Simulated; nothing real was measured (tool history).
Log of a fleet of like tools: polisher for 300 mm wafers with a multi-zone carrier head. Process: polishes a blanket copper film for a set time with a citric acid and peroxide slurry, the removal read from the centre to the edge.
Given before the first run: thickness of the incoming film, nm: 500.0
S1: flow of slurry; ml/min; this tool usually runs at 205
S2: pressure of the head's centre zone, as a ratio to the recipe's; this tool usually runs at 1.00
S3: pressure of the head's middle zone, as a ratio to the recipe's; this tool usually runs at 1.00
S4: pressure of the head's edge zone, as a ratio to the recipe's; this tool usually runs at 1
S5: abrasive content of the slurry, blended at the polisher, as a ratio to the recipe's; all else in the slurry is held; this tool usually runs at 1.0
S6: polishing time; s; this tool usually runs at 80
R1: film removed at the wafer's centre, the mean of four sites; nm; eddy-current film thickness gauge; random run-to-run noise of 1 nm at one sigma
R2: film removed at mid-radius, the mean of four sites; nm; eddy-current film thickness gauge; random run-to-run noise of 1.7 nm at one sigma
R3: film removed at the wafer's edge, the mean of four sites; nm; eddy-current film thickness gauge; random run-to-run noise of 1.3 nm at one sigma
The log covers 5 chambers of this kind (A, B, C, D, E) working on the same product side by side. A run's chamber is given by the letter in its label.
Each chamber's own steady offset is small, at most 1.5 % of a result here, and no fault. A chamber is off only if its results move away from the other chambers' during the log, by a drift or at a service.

Run 1C, hour 9.3: usual settings. Result: R1 146.09 nm, R2 147.46 nm, R3 142.52 nm.
At hour 13.0: chamber B: slurry nozzle cleaned.
Run 2E, hour 18.0: usual settings. Result: R1 145.08 nm, R2 146.77 nm, R3 144.69 nm.
Run 3A, hour 26.2: usual settings. Result: R1 143.21 nm, R2 144.92 nm, R3 142.08 nm.
Run 4D, hour 33.0: usual settings. Result: R1 142.10 nm, R2 143.31 nm, R3 142.98 nm.
Run 5B, hour 45.6: usual settings. Result: R1 146.55 nm, R2 147.26 nm, R3 143.54 nm.
At hour 50.6: chamber B: worn pad replaced by a new one.
Run 6E, hour 51.2: usual settings but S2 0.92. Result: R1 131.60 nm, R2 141.46 nm, R3 143.41 nm.
At hour 57.0: chamber E: centre zone pressure recalibrated.
Run 7B, hour 61.6: usual settings but S2 0.92. Result: R1 132.34 nm, R2 145.63 nm, R3 144.16 nm.
At hour 64.0: chamber A: worn pad replaced by a new one.
At hour 67.9: chamber D: worn pad replaced by a new one.
At hour 68.5: chamber E: worn pad replaced by a new one.
Run 8D, hour 70.8: usual settings but S2 0.92. Result: R1 131.53 nm, R2 142.99 nm, R3 144.02 nm.
Run 9C, hour 77.3: usual settings but S2 0.92. Result: R1 130.27 nm, R2 145.15 nm, R3 143.88 nm.
Run 10A, hour 89.9: usual settings but S2 0.92. Result: R1 129.41 nm, R2 145.48 nm, R3 143.68 nm.
Run 11D, hour 97.0: usual settings. Result: R1 144.36 nm, R2 142.85 nm, R3 143.29 nm.
At hour 101.7: chamber C: worn pad replaced by a new one.
Run 12B, hour 105.3: usual settings. Result: R1 144.99 nm, R2 144.15 nm, R3 142.06 nm.
At hour 107.9: chamber A: edge zone pressure recalibrated.
At hour 109.3: chamber B: worn pad replaced by a new one.
Run 13E, hour 117.4: usual settings. Result: R1 142.09 nm, R2 144.35 nm, R3 142.60 nm.
At hour 121.7: chamber A: worn pad replaced by a new one.
Run 14A, hour 129.8: usual settings but S6 63 s. Result: R1 113.28 nm, R2 113.92 nm, R3 111.29 nm.
Run 15C, hour 137.0: usual settings but S6 63 s. Result: R1 113.82 nm, R2 116.10 nm, R3 113.00 nm.
At hour 140.8: chamber E: worn pad replaced by a new one.
Run 16C, hour 145.4: usual settings but S6 63 s. Result: R1 114.29 nm, R2 116.01 nm, R3 113.68 nm.
At hour 153.3: chamber D: worn pad replaced by a new one.
Run 17A, hour 154.6: usual settings but S6 63 s. Result: R1 113.37 nm, R2 112.45 nm, R3 111.26 nm.
Run 18B, hour 160.9: usual settings but S6 63 s. Result: R1 115.14 nm, R2 113.68 nm, R3 112.94 nm.
At hour 161.1: chamber B: edge zone pressure recalibrated.
Run 19E, hour 167.8: usual settings. Result: R1 142.55 nm, R2 145.43 nm, R3 144.21 nm.
At hour 168.3: chamber D: slurry nozzle cleaned.
At hour 171.0: chamber B: worn pad replaced by a new one.
At hour 176.2: chamber A: centre zone pressure recalibrated.
Run 20D, hour 178.0: usual settings. Result: R1 147.36 nm, R2 144.25 nm, R3 145.14 nm.
Run 21D, hour 190.0: usual settings. Result: R1 147.99 nm, R2 143.10 nm, R3 144.55 nm.
At hour 190.1: chamber A: worn pad replaced by a new one.
Run 22A, hour 195.6: usual settings. Result: R1 140.85 nm, R2 144.49 nm, R3 142.96 nm.
At hour 203.6: chamber C: worn pad replaced by a new one.
Run 23E, hour 204.5: usual settings. Result: R1 143.03 nm, R2 145.14 nm, R3 145.11 nm.
Run 24C, hour 216.6: usual settings. Result: R1 143.84 nm, R2 144.57 nm, R3 144.02 nm.
At hour 218.1: chamber C: slurry nozzle cleaned.
At hour 222.9: chamber E: worn pad replaced by a new one.
Run 25B, hour 225.9: usual settings but S3 1.04. Result: R1 144.86 nm, R2 149.16 nm, R3 143.08 nm.
Run 26A, hour 235.5: usual settings but S3 1.04. Result: R1 143.18 nm, R2 149.97 nm, R3 140.02 nm.
At hour 240.0: chamber B: worn pad replaced by a new one.
At hour 240.2: chamber D: worn pad replaced by a new one.
Run 27E, hour 242.4: usual settings but S3 1.04. Result: R1 145.14 nm, R2 150.94 nm, R3 143.58 nm.
At hour 246.0: chamber A: slurry nozzle cleaned.
Run 28B, hour 251.6: usual settings but S3 1.04. Result: R1 144.91 nm, R2 149.28 nm, R3 142.99 nm.
At hour 252.8: chamber B: centre zone pressure recalibrated.
Run 29C, hour 260.1: usual settings but S3 1.04. Result: R1 146.78 nm, R2 149.48 nm, R3 143.03 nm.
At hour 260.8: chamber A: worn pad replaced by a new one.
Run 30D, hour 266.0: usual settings. Result: R1 149.30 nm, R2 143.78 nm, R3 145.12 nm.
Run 31E, hour 272.0: usual settings. Result: R1 144.70 nm, R2 143.51 nm, R3 142.21 nm.
Run 32A, hour 278.9: usual settings but S3 1.10, S6 59 s. Result: R1 104.63 nm, R2 117.15 nm, R3 106.57 nm.
Run 33D, hour 289.2: usual settings but S3 1.10, S6 59 s. Result: R1 111.78 nm, R2 117.76 nm, R3 104.84 nm.
At hour 299.0: chamber C: worn pad replaced by a new one.
Run 34B, hour 300.9: usual settings but S3 1.10, S6 59 s. Result: R1 106.92 nm, R2 115.43 nm, R3 104.01 nm.
Run 35C, hour 312.2: usual settings but S3 1.10, S6 59 s. Result: R1 106.79 nm, R2 114.19 nm, R3 104.81 nm.
At hour 313.3: chamber B: worn pad replaced by a new one.
At hour 318.5: chamber D: worn pad replaced by a new one.
Run 36B, hour 324.1: usual settings but S3 1.10, S6 59 s. Result: R1 107.27 nm, R2 115.26 nm, R3 106.39 nm.
Run 37D, hour 332.6: usual settings. Result: R1 150.36 nm, R2 143.70 nm, R3 142.79 nm.

Is one chamber out of step, is the gauge drifting, or do the chambers differ by no more than their own small offsets? For an off chamber, give its letter and the likeliest cause.

It is chamber D that slowly wanders off from its peers.
Cause: centre zone's pressure above its setpoint, % = 5.51.

Here are 4 candidates for chamber D's next run, each the usual settings with a change, their results left as question marks. Which one brings its results back in line with what the others give on the usual settings?
A result is in line if it is within this distance of the other chambers' mean on the usual settings: R1 3.60 nm; R2 6.00 nm; R3 4.40 nm
Run 38D-1, hour 341.6: usual settings but S2 0.96, S3 1.02, S6 79 s. Result: R1 ?, R2 ?, R3 ?.
Run 38D-2, hour 341.6: usual settings but S1 200 ml/min, S2 0.93, S3 1.04, S4 1.01, S6 79 s. Result: R1 ?, R2 ?, R3 ?.
Run 38D-3, hour 341.6: usual settings but S1 210 ml/min, S2 1.07, S3 0.96, S4 0.99, S6 81 s. Result: R1 ?, R2 ?, R3 ?.
Run 38D-4, hour 341.6: usual settings but S2 1.04, S3 0.98, S6 81 s. Result: R1 ?, R2 ?, R3 ?.

Usual-settings mean across the other chambers: R1 143.77 nm; R2 144.45 nm; R3 143.12 nm
  run      R1      R2      R3
38D-1  142.23  143.63  141.60
38D-2  136.76  145.67  141.92
38D-3  164.93  139.81  144.93
38D-4  159.26  141.96  145.27
The right change is 38D-1: it brings the chamber back within the allowed miss of the others.

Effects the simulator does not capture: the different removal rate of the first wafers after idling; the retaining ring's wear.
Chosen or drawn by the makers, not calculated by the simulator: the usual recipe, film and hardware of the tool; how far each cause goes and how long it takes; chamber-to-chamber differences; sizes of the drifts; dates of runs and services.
